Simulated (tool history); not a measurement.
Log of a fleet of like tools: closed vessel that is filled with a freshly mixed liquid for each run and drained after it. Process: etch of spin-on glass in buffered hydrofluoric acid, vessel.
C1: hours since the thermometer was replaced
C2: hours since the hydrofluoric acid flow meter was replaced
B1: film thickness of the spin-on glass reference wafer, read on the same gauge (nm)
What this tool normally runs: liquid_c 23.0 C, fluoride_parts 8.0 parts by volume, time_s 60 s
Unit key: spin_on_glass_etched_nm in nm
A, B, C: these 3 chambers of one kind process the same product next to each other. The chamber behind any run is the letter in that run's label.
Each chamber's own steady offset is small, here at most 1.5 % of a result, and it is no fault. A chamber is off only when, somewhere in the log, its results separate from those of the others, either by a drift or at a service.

{"run": "1C", "hour": 6.1, "liquid_c": 23.0, "fluoride_parts": 8.0, "time_s": 60, "C1": 2729.7, "C2": 1924.4, "B1": 119.97, "spin_on_glass_etched_nm": 192.33}
{"run": "2B", "hour": 13.2, "liquid_c": 23.0, "fluoride_parts": 8.0, "time_s": 60, "C1": 1588.5, "C2": 155.4, "B1": 120.04, "spin_on_glass_etched_nm": 189.64}
{"run": "3A", "hour": 19.2, "liquid_c": 23.0, "fluoride_parts": 8.0, "time_s": 60, "C1": 103.2, "C2": 371.7, "B1": 119.95, "spin_on_glass_etched_nm": 192.54}
{"run": "4A", "hour": 27.5, "liquid_c": 23.0, "fluoride_parts": 8.0, "time_s": 60, "C1": 111.5, "C2": 380.0, "B1": 119.98, "spin_on_glass_etched_nm": 194.05}
{"run": "5C", "hour": 33.8, "liquid_c": 23.0, "fluoride_parts": 6.0, "time_s": 60, "C1": 2757.4, "C2": 1952.1, "B1": 120.08, "spin_on_glass_etched_nm": 252.56}
{"run": "6B", "hour": 38.5, "liquid_c": 23.0, "fluoride_parts": 6.0, "time_s": 60, "C1": 1613.8, "C2": 180.7, "B1": 119.99, "spin_on_glass_etched_nm": 250.24}
{"run": "7B", "hour": 46.8, "liquid_c": 23.0, "fluoride_parts": 6.0, "time_s": 60, "C1": 1622.1, "C2": 189.0, "B1": 120.01, "spin_on_glass_etched_nm": 251.13}
{"run": "8C", "hour": 51.6, "liquid_c": 18.5, "fluoride_parts": 8.0, "time_s": 60, "C1": 2775.2, "C2": 1969.9, "B1": 120.0, "spin_on_glass_etched_nm": 150.06}
{"run": "9A", "hour": 56.1, "liquid_c": 18.5, "fluoride_parts": 8.0, "time_s": 60, "C1": 140.1, "C2": 408.6, "B1": 119.99, "spin_on_glass_etched_nm": 148.56}
{"run": "10B", "hour": 63.3, "liquid_c": 18.5, "fluoride_parts": 8.0, "time_s": 60, "C1": 1638.6, "C2": 205.5, "B1": 120.04, "spin_on_glass_etched_nm": 147.75}
{"run": "11A", "hour": 68.8, "liquid_c": 28.0, "fluoride_parts": 5.5, "time_s": 60, "C1": 152.8, "C2": 421.3, "B1": 120.0, "spin_on_glass_etched_nm": 352.97}
{"hour": 72.5, "done": "chamber C: hydrofluoric acid flow meter replaced"}
{"run": "12C", "hour": 76.0, "liquid_c": 28.0, "fluoride_parts": 5.5, "time_s": 60, "C1": 2799.6, "C2": 3.6, "B1": 119.97, "spin_on_glass_etched_nm": 355.69}
{"run": "13C", "hour": 83.5, "liquid_c": 28.0, "fluoride_parts": 5.5, "time_s": 60, "C1": 2807.1, "C2": 11.1, "B1": 119.97, "spin_on_glass_etched_nm": 365.12}
{"run": "14A", "hour": 88.2, "liquid_c": 23.0, "fluoride_parts": 8.0, "time_s": 60, "C1": 172.2, "C2": 440.7, "B1": 120.0, "spin_on_glass_etched_nm": 192.64}
{"run": "15B", "hour": 94.2, "liquid_c": 23.0, "fluoride_parts": 8.0, "time_s": 60, "C1": 1669.5, "C2": 236.4, "B1": 119.94, "spin_on_glass_etched_nm": 190.68}
{"run": "16B", "hour": 98.6, "liquid_c": 23.0, "fluoride_parts": 8.0, "time_s": 60, "C1": 1673.9, "C2": 240.8, "B1": 120.01, "spin_on_glass_etched_nm": 185.55}
{"run": "17A", "hour": 102.9, "liquid_c": 23.0, "fluoride_parts": 8.0, "time_s": 60, "C1": 186.9, "C2": 455.4, "B1": 120.07, "spin_on_glass_etched_nm": 192.36}
{"run": "18C", "hour": 108.3, "liquid_c": 20.0, "fluoride_parts": 8.0, "time_s": 85, "C1": 2831.9, "C2": 35.9, "B1": 120.01, "spin_on_glass_etched_nm": 230.41}
{"run": "19C", "hour": 115.5, "liquid_c": 20.0, "fluoride_parts": 8.0, "time_s": 85, "C1": 2839.1, "C2": 43.1, "B1": 119.98, "spin_on_glass_etched_nm": 230.25}
{"run": "20B", "hour": 121.8, "liquid_c": 20.0, "fluoride_parts": 8.0, "time_s": 85, "C1": 1697.1, "C2": 264.0, "B1": 120.01, "spin_on_glass_etched_nm": 223.84}
{"run": "21A", "hour": 130.0, "liquid_c": 23.0, "fluoride_parts": 8.0, "time_s": 60, "C1": 214.0, "C2": 482.5, "B1": 119.99, "spin_on_glass_etched_nm": 192.2}
{"run": "22A", "hour": 136.2, "liquid_c": 23.0, "fluoride_parts": 8.0, "time_s": 60, "C1": 220.2, "C2": 488.7, "B1": 120.05, "spin_on_glass_etched_nm": 193.01}
{"run": "23C", "hour": 145.1, "liquid_c": 23.0, "fluoride_parts": 8.0, "time_s": 60, "C1": 2868.7, "C2": 72.7, "B1": 120.05, "spin_on_glass_etched_nm": 192.07}
{"run": "24B", "hour": 150.3, "liquid_c": 23.0, "fluoride_parts": 8.0, "time_s": 60, "C1": 1725.6, "C2": 292.5, "B1": 120.0, "spin_on_glass_etched_nm": 184.75}
{"run": "25A", "hour": 159.0, "liquid_c": 23.0, "fluoride_parts": 8.0, "time_s": 60, "C1": 243.0, "C2": 511.5, "B1": 120.01, "spin_on_glass_etched_nm": 191.42}
{"run": "26B", "hour": 165.0, "liquid_c": 23.0, "fluoride_parts": 8.0, "time_s": 60, "C1": 1740.3, "C2": 307.2, "B1": 120.04, "spin_on_glass_etched_nm": 182.27}
{"run": "27C", "hour": 173.2, "liquid_c": 23.0, "fluoride_parts": 8.0, "time_s": 60, "C1": 2896.8, "C2": 100.8, "B1": 120.0, "spin_on_glass_etched_nm": 192.54}
{"run": "28B", "hour": 179.0, "liquid_c": 23.0, "fluoride_parts": 8.0, "time_s": 60, "C1": 1754.3, "C2": 321.2, "B1": 119.98, "spin_on_glass_etched_nm": 181.81}
{"run": "29A", "hour": 183.6, "liquid_c": 23.0, "fluoride_parts": 8.0, "time_s": 60, "C1": 267.6, "C2": 536.1, "B1": 119.98, "spin_on_glass_etched_nm": 193.29}
{"run": "30C", "hour": 190.3, "liquid_c": 23.0, "fluoride_parts": 8.0, "time_s": 60, "C1": 2913.9, "C2": 117.9, "B1": 120.02, "spin_on_glass_etched_nm": 193.08}
{"run": "31B", "hour": 196.4, "liquid_c": 23.0, "fluoride_parts": 8.0, "time_s": 60, "C1": 1771.7, "C2": 338.6, "B1": 120.01, "spin_on_glass_etched_nm": 178.1}
{"run": "32C", "hour": 205.5, "liquid_c": 23.0, "fluoride_parts": 8.0, "time_s": 60, "C1": 2929.1, "C2": 133.1, "B1": 120.02, "spin_on_glass_etched_nm": 194.64}
{"run": "33A", "hour": 209.6, "liquid_c": 23.0, "fluoride_parts": 8.0, "time_s": 60, "C1": 293.6, "C2": 562.1, "B1": 120.0, "spin_on_glass_etched_nm": 194.51}
{"run": "34A", "hour": 217.2, "liquid_c": 23.0, "fluoride_parts": 8.0, "time_s": 60, "C1": 301.2, "C2": 569.7, "B1": 120.03, "spin_on_glass_etched_nm": 192.98}
{"run": "35C", "hour": 222.1, "liquid_c": 23.0, "fluoride_parts": 8.0, "time_s": 60, "C1": 2945.7, "C2": 149.7, "B1": 119.97, "spin_on_glass_etched_nm": 192.35}
{"run": "36B", "hour": 226.9, "liquid_c": 23.0, "fluoride_parts": 8.0, "time_s": 60, "C1": 1802.2, "C2": 369.1, "B1": 120.03, "spin_on_glass_etched_nm": 176.72}
{"run": "37A", "hour": 232.4, "liquid_c": 23.0, "fluoride_parts": 8.0, "time_s": 60, "C1": 316.4, "C2": 584.9, "B1": 119.99, "spin_on_glass_etched_nm": 191.72}
{"run": "38C", "hour": 238.5, "liquid_c": 23.0, "fluoride_parts": 8.0, "time_s": 60, "C1": 2962.1, "C2": 166.1, "B1": 119.98, "spin_on_glass_etched_nm": 193.88}
{"run": "39B", "hour": 244.4, "liquid_c": 23.0, "fluoride_parts": 8.0, "time_s": 60, "C1": 1819.7, "C2": 386.6, "B1": 120.03, "spin_on_glass_etched_nm": 174.13}
{"run": "40A", "hour": 250.9, "liquid_c": 23.0, "fluoride_parts": 8.0, "time_s": 60, "C1": 334.9, "C2": 603.4, "B1": 119.98, "spin_on_glass_etched_nm": 191.88}
{"run": "41B", "hour": 255.0, "liquid_c": 23.0, "fluoride_parts": 8.0, "time_s": 60, "C1": 1830.3, "C2": 397.2, "B1": 119.98, "spin_on_glass_etched_nm": 171.88}

For the next run the whole fleet of 3 chambers uses the same settings. Give each chamber's results:
{"run": "42A", "hour": 261.6, "liquid_c": 23.0, "fluoride_parts": 8.0, "time_s": 60, "spin_on_glass_etched_nm": "?"}
{"run": "42B", "hour": 261.6, "liquid_c": 23.0, "fluoride_parts": 8.0, "time_s": 60, "spin_on_glass_etched_nm": "?"}
{"run": "42C", "hour": 261.6, "liquid_c": 23.0, "fluoride_parts": 8.0, "time_s": 60, "spin_on_glass_etched_nm": "?"}

run=42A spin_on_glass_etched_nm=192.54
run=42B spin_on_glass_etched_nm=171.51
run=42C spin_on_glass_etched_nm=193.81
